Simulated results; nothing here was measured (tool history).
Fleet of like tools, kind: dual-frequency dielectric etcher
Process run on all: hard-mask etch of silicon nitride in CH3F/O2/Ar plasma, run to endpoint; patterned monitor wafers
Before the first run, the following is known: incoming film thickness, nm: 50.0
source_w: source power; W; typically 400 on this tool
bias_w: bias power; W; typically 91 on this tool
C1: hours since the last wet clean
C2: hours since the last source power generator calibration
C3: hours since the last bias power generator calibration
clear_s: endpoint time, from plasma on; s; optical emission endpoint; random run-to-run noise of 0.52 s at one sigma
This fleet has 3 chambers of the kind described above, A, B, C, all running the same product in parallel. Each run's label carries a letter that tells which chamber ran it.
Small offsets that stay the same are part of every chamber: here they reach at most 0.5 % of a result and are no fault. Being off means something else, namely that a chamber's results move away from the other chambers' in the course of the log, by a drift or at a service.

run 1C day=0.283 | source_w=400 bias_w=91 | C1=426.7 C2=1181.6 C3=1020.2 | clear_s=66.083
run 2A day=0.542 | source_w=400 bias_w=91 | C1=77.7 C2=878.9 C3=1222.8 | clear_s=67.928
run 3B day=0.812 | source_w=400 bias_w=91 | C1=516.8 C2=2769.3 C3=1197.9 | clear_s=66.835
run 4C day=1.208 | source_w=400 bias_w=91 | C1=448.9 C2=1203.8 C3=1042.4 | clear_s=66.805
run 5B day=1.471 | source_w=400 bias_w=91 | C1=532.6 C2=2785.1 C3=1213.7 | clear_s=65.872
run 6A day=1.983 | source_w=400 bias_w=91 | C1=112.3 C2=913.5 C3=1257.4 | clear_s=66.99
run 7C day=2.325 | source_w=400 bias_w=91 | C1=475.7 C2=1230.6 C3=1069.2 | clear_s=66.83
-- day=2.642 chamber B: wet clean of the chamber
run 8B day=2.779 | source_w=370 bias_w=91 | C1=3.3 C2=2816.5 C3=1245.1 | clear_s=69.08
run 9A day=3.167 | source_w=370 bias_w=91 | C1=140.7 C2=941.9 C3=1285.8 | clear_s=68.55
run 10B day=3.708 | source_w=370 bias_w=91 | C1=25.6 C2=2838.8 C3=1267.4 | clear_s=68.595
run 11A day=4.046 | source_w=400 bias_w=91 | C1=161.8 C2=963 C3=1306.9 | clear_s=67.204
run 12C day=4.529 | source_w=400 bias_w=91 | C1=528.6 C2=1283.5 C3=1122.1 | clear_s=67.106
run 13C day=4.771 | source_w=400 bias_w=91 | C1=534.4 C2=1289.3 C3=1127.9 | clear_s=67.277
run 14A day=5.112 | source_w=400 bias_w=91 | C1=187.4 C2=988.6 C3=1332.5 | clear_s=65.829
-- day=5.408 chamber C: wet clean of the chamber
run 15B day=5.438 | source_w=400 bias_w=91 | C1=67.1 C2=2880.3 C3=1308.9 | clear_s=66.616
run 16B day=5.871 | source_w=400 bias_w=91 | C1=77.5 C2=2890.7 C3=1319.3 | clear_s=66.735
run 17A day=6.396 | source_w=400 bias_w=91 | C1=218.2 C2=1019.4 C3=1363.3 | clear_s=66.648
run 18C day=6.779 | source_w=400 bias_w=91 | C1=32.9 C2=1337.5 C3=1176.1 | clear_s=67.829
run 19A day=7.029 | source_w=400 bias_w=91 | C1=233.4 C2=1034.6 C3=1378.5 | clear_s=66.375
run 20C day=7.296 | source_w=330 bias_w=91 | C1=45.3 C2=1349.9 C3=1188.5 | clear_s=71.509
run 21B day=7.717 | source_w=330 bias_w=91 | C1=121.8 C2=2935 C3=1363.6 | clear_s=71.433
run 22A day=8.042 | source_w=330 bias_w=91 | C1=257.7 C2=1058.9 C3=1402.8 | clear_s=70.606
run 23C day=8.354 | source_w=400 bias_w=91 | C1=70.7 C2=1375.3 C3=1213.9 | clear_s=67.168
run 24B day=8.746 | source_w=400 bias_w=91 | C1=146.5 C2=2959.7 C3=1388.3 | clear_s=67.104
run 25C day=9.212 | source_w=400 bias_w=91 | C1=91.3 C2=1395.9 C3=1234.5 | clear_s=67.311
run 26B day=9.6 | source_w=400 bias_w=91 | C1=167 C2=2980.2 C3=1408.8 | clear_s=66.246
run 27A day=9.992 | source_w=400 bias_w=91 | C1=304.5 C2=1105.7 C3=1449.6 | clear_s=66.456
run 28B day=10.412 | source_w=400 bias_w=91 | C1=186.5 C2=2999.7 C3=1428.3 | clear_s=66.393
run 29A day=10.962 | source_w=400 bias_w=91 | C1=327.8 C2=1129 C3=1472.9 | clear_s=66.274
run 30C day=11.358 | source_w=400 bias_w=91 | C1=142.8 C2=1447.4 C3=1286 | clear_s=66.483

Which is it: a chamber that has drifted or been left off by a service, a gauge drift common to all chambers, or only each chamber's usual small offset? If a chamber is off, name it and its likeliest cause.

The fleet is healthy, with each chamber sitting at its usual small offset and no drift in the gauge.
